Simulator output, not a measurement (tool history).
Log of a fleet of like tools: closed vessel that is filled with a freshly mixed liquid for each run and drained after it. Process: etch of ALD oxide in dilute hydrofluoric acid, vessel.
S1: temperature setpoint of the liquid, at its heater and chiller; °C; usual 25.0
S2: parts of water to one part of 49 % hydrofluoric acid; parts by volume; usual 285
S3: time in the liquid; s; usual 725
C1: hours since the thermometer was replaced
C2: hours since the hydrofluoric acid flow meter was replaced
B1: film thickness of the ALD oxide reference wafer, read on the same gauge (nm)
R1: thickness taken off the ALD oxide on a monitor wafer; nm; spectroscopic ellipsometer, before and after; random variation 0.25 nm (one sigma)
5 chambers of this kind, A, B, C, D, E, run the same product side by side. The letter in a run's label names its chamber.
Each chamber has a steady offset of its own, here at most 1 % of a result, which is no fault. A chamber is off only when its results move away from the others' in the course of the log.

run,day,S1,S2,S3,C1,C2,B1,R1
1E,0.296,25.0,285,725,188.5,876.3,89.980,39.133
2D,0.796,25.0,285,725,105.3,553.7,90.011,39.356
3C,1.046,25.0,285,725,743.9,409.3,89.994,39.032
4A,1.612,25.0,285,725,1047.9,372.1,89.992,39.773
5B,1.892,25.0,285,725,1252.9,195.1,89.971,39.092
6D,2.454,25.0,285,725,145.1,593.5,89.971,39.310
7B,2.783,25.0,285,725,1274.3,216.5,90.002,38.818
8A,3.033,27.0,400,725,1082.0,406.2,89.994,27.158
9C,3.312,27.0,400,725,798.3,463.7,90.015,27.139
10E,3.867,27.0,400,725,274.2,962.0,90.002,26.858
11D,4.292,27.0,400,725,189.2,637.6,89.998,26.608
12A,4.783,27.0,400,725,1124.0,448.2,89.994,26.958
13B,5.096,25.0,285,725,1329.8,272.0,90.006,38.801
14C,5.529,25.0,285,725,851.5,516.9,89.984,39.468
15E,5.933,25.0,285,725,323.8,1011.6,89.988,39.380
16A,6.367,25.0,285,725,1162.0,486.2,89.991,39.554
17D,6.875,25.0,285,725,251.2,699.6,89.980,38.782
18E,7.154,25.0,285,725,353.1,1040.9,89.989,39.266
19B,7.550,21.5,420,725,1388.7,330.9,89.969,20.708
# day 7.717: chamber C: hydrofluoric acid flow meter replaced
20C,8.029,21.5,420,725,911.5,7.6,89.986,21.052
21D,8.333,21.5,420,725,286.2,734.6,90.018,20.179
22B,8.604,21.5,420,725,1414.0,356.2,90.000,20.508
23C,9.088,21.5,420,725,936.9,33.0,89.972,21.240
24A,9.433,30.0,240,725,1235.6,559.8,89.987,58.208
25E,9.817,30.0,240,725,417.0,1104.8,89.998,58.614
26B,10.183,30.0,240,725,1451.9,394.1,90.005,58.486
27D,10.558,30.0,240,725,339.6,788.0,89.979,56.564
28E,10.804,30.0,240,725,440.7,1128.5,90.025,58.901
29C,11.154,25.0,285,725,986.5,82.6,89.997,39.748
30A,11.633,25.0,285,725,1288.4,612.6,89.976,39.441
31B,11.921,25.0,285,725,1493.6,435.8,89.993,39.228
32D,12.471,25.0,285,725,385.5,833.9,89.993,37.573
33A,12.967,25.0,390,725,1320.4,644.6,89.986,26.292
34E,13.450,25.0,390,725,504.2,1192.0,90.016,25.861
35C,13.733,25.0,390,725,1048.4,144.5,90.008,26.109
36D,14.071,25.0,390,725,423.9,872.3,89.992,24.702
37C,14.388,25.0,390,725,1064.1,160.2,89.992,26.194
38B,14.858,25.0,285,725,1564.1,506.3,89.982,39.045
39A,15.238,25.0,285,725,1374.9,699.1,89.991,39.888
40E,15.792,25.0,375,725,560.4,1248.2,89.988,27.597
41E,16.212,25.0,375,725,570.5,1258.3,90.018,27.382
42B,16.583,25.0,375,725,1605.5,547.7,89.981,27.326
43A,17.129,25.0,375,725,1420.3,744.5,90.036,27.221

Is one chamber off against the others, does the gauge drift, or is nothing wrong? If a chamber is off, say which, and what the likeliest cause is.

Chamber D drifts away from the others.
Cause: hydrofluoric acid flow below the setpoint (%) = 4.43.
The log may not tell that from: liquid colder than its thermometer reads (K).

Here are 4 candidates for chamber D's next run, each the usual settings with a change, their results left as question marks. Which one brings its results back in line with what the others give on the usual settings?
In line means no further than this from the other chambers' mean on the usual settings: R1 0.870 nm
44D-1,17.533,25.0,285,765,,,,?
44D-2,17.533,25.0,285,660,,,,?
44D-3,17.533,25.0,285,685,,,,?
44D-4,17.533,25.0,265,725,,,,?

The other chambers' mean on the usual settings: R1 39.380 nm
run,R1
44D-1,39.382
44D-2,33.977
44D-3,35.264
44D-4,41.051
44D-1 brings the chamber back in line.

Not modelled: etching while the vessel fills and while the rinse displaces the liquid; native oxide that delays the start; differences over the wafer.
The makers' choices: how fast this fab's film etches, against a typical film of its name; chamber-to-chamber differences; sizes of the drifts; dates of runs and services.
